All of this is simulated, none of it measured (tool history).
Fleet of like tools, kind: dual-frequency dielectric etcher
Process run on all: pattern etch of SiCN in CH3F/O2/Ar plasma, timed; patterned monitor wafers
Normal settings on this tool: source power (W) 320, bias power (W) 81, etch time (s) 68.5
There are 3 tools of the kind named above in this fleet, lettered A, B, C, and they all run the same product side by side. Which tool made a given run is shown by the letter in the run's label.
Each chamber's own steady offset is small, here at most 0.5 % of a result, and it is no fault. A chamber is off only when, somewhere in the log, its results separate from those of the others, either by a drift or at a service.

run   hour  source power (W)  bias power (W)  etch time (s)  hours since the last wet clean  hours since the last source power generator calibration  hours since the last bias power generator calibration  read-back reference wafer on the same gauge, depth_nm  mean etch depth across the wafer (nm)
 1C   10.7               320              81           68.5                           244.9                                                     1127                                                 2841.3                                                 28.192                                 24.622
 2B   16.8               320              81           68.5                           195.6                                                    899.9                                                  344.9                                                 28.183                                 24.759
 3A     25               320              81           68.5                           268.6                                                   2788.8                                                   1656                                                 28.214                                 24.725
 4B   34.1               320              81           68.5                           212.9                                                    917.2                                                  362.2                                                 28.174                                 24.741
 5A   43.4               320              91           57.5                             287                                                   2807.2                                                 1674.4                                                   28.2                                 21.756
 6C   53.1               320              91           57.5                           287.3                                                   1169.4                                                 2883.7                                                 28.186                                 21.555
 7B   61.2               320              91           57.5                             240                                                    944.3                                                  389.3                                                 28.225                                 21.818
 8A   70.7               320              81           68.5                           314.3                                                   2834.5                                                 1701.7                                                 28.187                                 24.654
 9C   76.9               320              81           68.5                           311.1                                                   1193.2                                                 2907.5                                                 28.201                                 24.507
10C   83.3               320              81           68.5                           317.5                                                   1199.6                                                 2913.9                                                 28.175                                 24.574
11B   93.6               320              66           68.5                           272.4                                                    976.7                                                  421.7                                                  28.18                                 23.009
12A  102.1               320              66           68.5                           345.7                                                   2865.9                                                 1733.1                                                 28.189                                 22.842
13C  108.5               320              66           68.5                           342.7                                                   1224.8                                                 2939.1                                                 28.219                                 22.974
14A  116.6               320              81           68.5                           360.2                                                   2880.4                                                 1747.6                                                 28.214                                  24.76
15B  123.6               320              81           68.5                           302.4                                                   1006.7                                                  451.7                                                 28.215                                 24.659
16A  134.6               320              81           68.5                           378.2                                                   2898.4                                                 1765.6                                                 28.218                                 24.589
17B  139.9               320              81           68.5                           318.7                                                     1023                                                    468                                                 28.182                                 24.612
18C  148.3               320              81           68.5                           382.5                                                   1264.6                                                 2978.9                                                 28.216                                 24.612
19C  155.5               320              81           68.5                           389.7                                                   1271.8                                                 2986.1                                                 28.179                                 24.587
20B  165.1               320              81           68.5                           343.9                                                   1048.2                                                  493.2                                                 28.218                                 24.752
21A  173.8               360              66           68.5                           417.4                                                   2937.6                                                 1804.8                                                 28.192                                 24.158
22C  184.2               360              66           68.5                           418.4                                                   1300.5                                                 3014.8                                                 28.169                                 23.905
23B  192.2               360              66           68.5                             371                                                   1075.3                                                  520.3                                                 28.212                                 24.135
24A  203.7               320              81           68.5                           447.3                                                   2967.5                                                 1834.7                                                  28.23                                 25.032
25C  211.6               320              81           68.5                           445.8                                                   1327.9                                                 3042.2                                                 28.171                                 24.753
     214.1  -- chamber A: bias power generator calibrated
     218.6  -- chamber B: wet clean of the chamber
26B    222               270              81           68.5                             3.4                                                   1105.1                                                  550.1                                                 28.189                                  23.21
27A  228.3               270              81           68.5                           471.9                                                   2992.1                                                   14.2                                                 28.199                                 23.515
28B  240.3               270              81           68.5                            21.7                                                   1123.4                                                  568.4                                                 28.211                                 23.342
29C  248.5               320              81           68.5                           482.7                                                   1364.8                                                 3079.1                                                 28.213                                  24.75
30A    260               320              81           68.5                           503.6                                                   3023.8                                                   45.9                                                 28.185                                 25.156
31A  270.9               320              81           68.5                           514.5                                                   3034.7                                                   56.8                                                 28.215                                 25.248
32C  282.7               320              81           68.5                           516.9                                                     1399                                                 3113.3                                                 28.183                                 24.579
33B  291.4               320              81           68.5                            72.8                                                   1174.5                                                  619.5                                                 28.203                                 24.809
34B  297.6               320              81           68.5                              79                                                   1180.7                                                  625.7                                                 28.216                                 24.868
35C  307.7               320              81           61.5                           541.9                                                     1424                                                 3138.3                                                 28.217                                 22.247
36A  319.3               320              81           61.5                           562.9                                                   3083.1                                                  105.2                                                 28.201                                  22.77
37B  327.9               320              81           61.5                           109.3                                                     1211                                                    656                                                 28.227                                 22.362
38A    335               320              81           68.5                           578.6                                                   3098.8                                                  120.9                                                 28.194                                 25.477

All 3 chambers run these settings next. Forecast each chamber's results:
39A  343.6               320              70           68.5                                                                                                                                                                                                                                             ?
39B  343.6               320              70           68.5                                                                                                                                                                                                                                             ?
39C  343.6               320              70           68.5                                                                                                                                                                                                                                             ?

run  mean etch depth across the wafer (nm)
39A                                 24.121
39B                                 23.413
39C                                   23.4

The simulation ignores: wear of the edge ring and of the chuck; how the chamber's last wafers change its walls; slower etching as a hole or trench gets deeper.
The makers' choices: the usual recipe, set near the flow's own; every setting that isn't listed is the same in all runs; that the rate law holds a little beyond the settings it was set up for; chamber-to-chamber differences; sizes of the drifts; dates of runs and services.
